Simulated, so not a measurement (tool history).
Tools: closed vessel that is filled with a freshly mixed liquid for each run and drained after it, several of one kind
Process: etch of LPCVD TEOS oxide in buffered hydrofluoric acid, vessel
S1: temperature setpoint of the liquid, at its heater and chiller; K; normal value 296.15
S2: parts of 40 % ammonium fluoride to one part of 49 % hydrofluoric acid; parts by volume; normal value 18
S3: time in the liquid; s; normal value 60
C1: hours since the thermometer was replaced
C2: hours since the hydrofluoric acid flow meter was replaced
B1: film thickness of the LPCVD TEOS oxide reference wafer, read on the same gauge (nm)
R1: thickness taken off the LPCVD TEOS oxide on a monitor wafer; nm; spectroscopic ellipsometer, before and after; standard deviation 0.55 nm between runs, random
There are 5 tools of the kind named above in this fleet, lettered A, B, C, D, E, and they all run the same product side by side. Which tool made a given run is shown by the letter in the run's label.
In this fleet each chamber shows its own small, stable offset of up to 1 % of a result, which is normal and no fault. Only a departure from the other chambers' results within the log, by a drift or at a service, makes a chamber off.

run     day      S1    S2  S3      C1     C2      B1      R1
 1D   0.371  296.15    18  60      46   57.4  59.981  96.591
 2A   0.979  296.15    18  60   784.8  213.3  59.985  97.445
 3C   1.375  296.15    18  60   508.3  774.3  59.975   96.45
 4B   1.712  296.15    18  60   725.4  122.4  59.959   96.76
 5E   2.188  296.15    18  60  2097.1  183.2  60.019  96.239
 6C   2.775  296.15    18  60   541.9  807.9  59.993  96.784
      3.196  -- chamber C: hydrofluoric acid flow meter replaced
 7B   3.288  296.15    18  60   763.2  160.2  59.963  97.484
 8D   3.871  296.15    18  60     130  141.4  59.995  96.771
 9E   4.333  296.15    18  60  2148.6  234.7  60.031  96.676
10A   4.633  296.15    18  60   872.5    301      60  96.964
11E   5.146  296.15    18  60  2168.1  254.2  60.034  96.965
12C   5.471  296.15    18  60   606.6   54.6  59.958  96.305
13B   5.767  296.15    18  60   822.7  219.7  59.986  96.121
14A   6.138  296.15    18  60   908.6  337.1  60.021   96.73
15D   6.704  296.15    18  60     198  209.4  60.003  97.147
16A   7.183  296.15    18  60   933.7  362.2  60.012  97.019
17B   7.767  296.15    18  60   870.7  267.7  60.013  95.707
      7.792  -- chamber A: thermometer replaced
18D   8.133  296.15    18  60   232.3  243.7  59.966  96.254
19E   8.583  296.15    18  60  2250.6  336.7  60.046  96.686
20C   9.042  296.15    18  60   692.3  140.3  60.008  96.336
21E   9.517  296.15    18  60    2273  359.1  60.007  96.211
22C  10.054  296.15    18  60   716.6  164.6  60.024  96.709
23A  10.571  296.15    18  60    66.7  443.5  59.967    96.5
24B  11.017  296.15    18  60   948.7  345.7  60.001  94.452
25D  11.325  299.15  22.5  60   308.9  320.3  59.981  94.329
26A  11.683  299.15  22.5  60    93.4  470.2  59.956  93.785
      12.15  -- chamber E: thermometer replaced
27C  12.212  299.15  22.5  60   768.4  216.4  59.987  94.638
28B  12.617  299.15  22.5  60   987.1  384.1  59.979  89.642
29E  13.138  299.15  22.5  60    23.7    446  60.015  94.386
30D  13.404  296.15    18  60   358.8  370.2  59.992  96.352
      13.75  -- chamber E: hydrofluoric acid flow meter replaced
31C  13.946  296.15    18  60     810    258  59.985  97.033
32D  14.442  296.15    18  60   383.7  395.1   60.01  95.142
33E  15.017  296.15    18  60    68.8   30.5  59.977  95.481
34A  15.529  296.15    18  60   185.7  562.5  59.999  96.934
35B  15.833  296.15    18  60  1064.3  461.3  59.992  90.855
36D  16.258  292.65    21  60   427.3  438.7  60.001  69.977
37A  16.733  292.65    21  60   214.6  591.4  59.982  70.079
38B  17.042  292.65    21  60  1093.3  490.3  59.939  64.122
39C   17.45  292.65    21  60   894.1  342.1  60.021  69.146

Which is it: a chamber that has drifted or been left off by a service, a gauge drift common to all chambers, or only each chamber's usual small offset? If a chamber is off, name it and its likeliest cause.

Little by little, chamber B moves away from the other chambers.
Most likely cause: liquid colder than its thermometer reads (K) = 1.49.
The log may not tell that from: hydrofluoric acid flow below the setpoint (%).

Which of the 4 candidates below, each the usual settings with something changed and its results left as question marks, puts chamber B back in line with what the other chambers give on the usual settings?
In line means no further than this from the other chambers' mean on the usual settings: R1 1.9 nm
40B-1  17.888  296.15    18  65               ?
40B-2  17.888  296.15  18.5  60               ?
40B-3  17.888  295.65    19  60               ?
40B-4  17.888  296.15  17.5  60               ?

The other chambers' mean on the usual settings: R1 96.652 nm
  run      R1
40B-1  96.924
40B-2  87.051
40B-3  82.383
40B-4  92.029
The answer is 40B-1, which returns the chamber to within the allowed miss of the others.
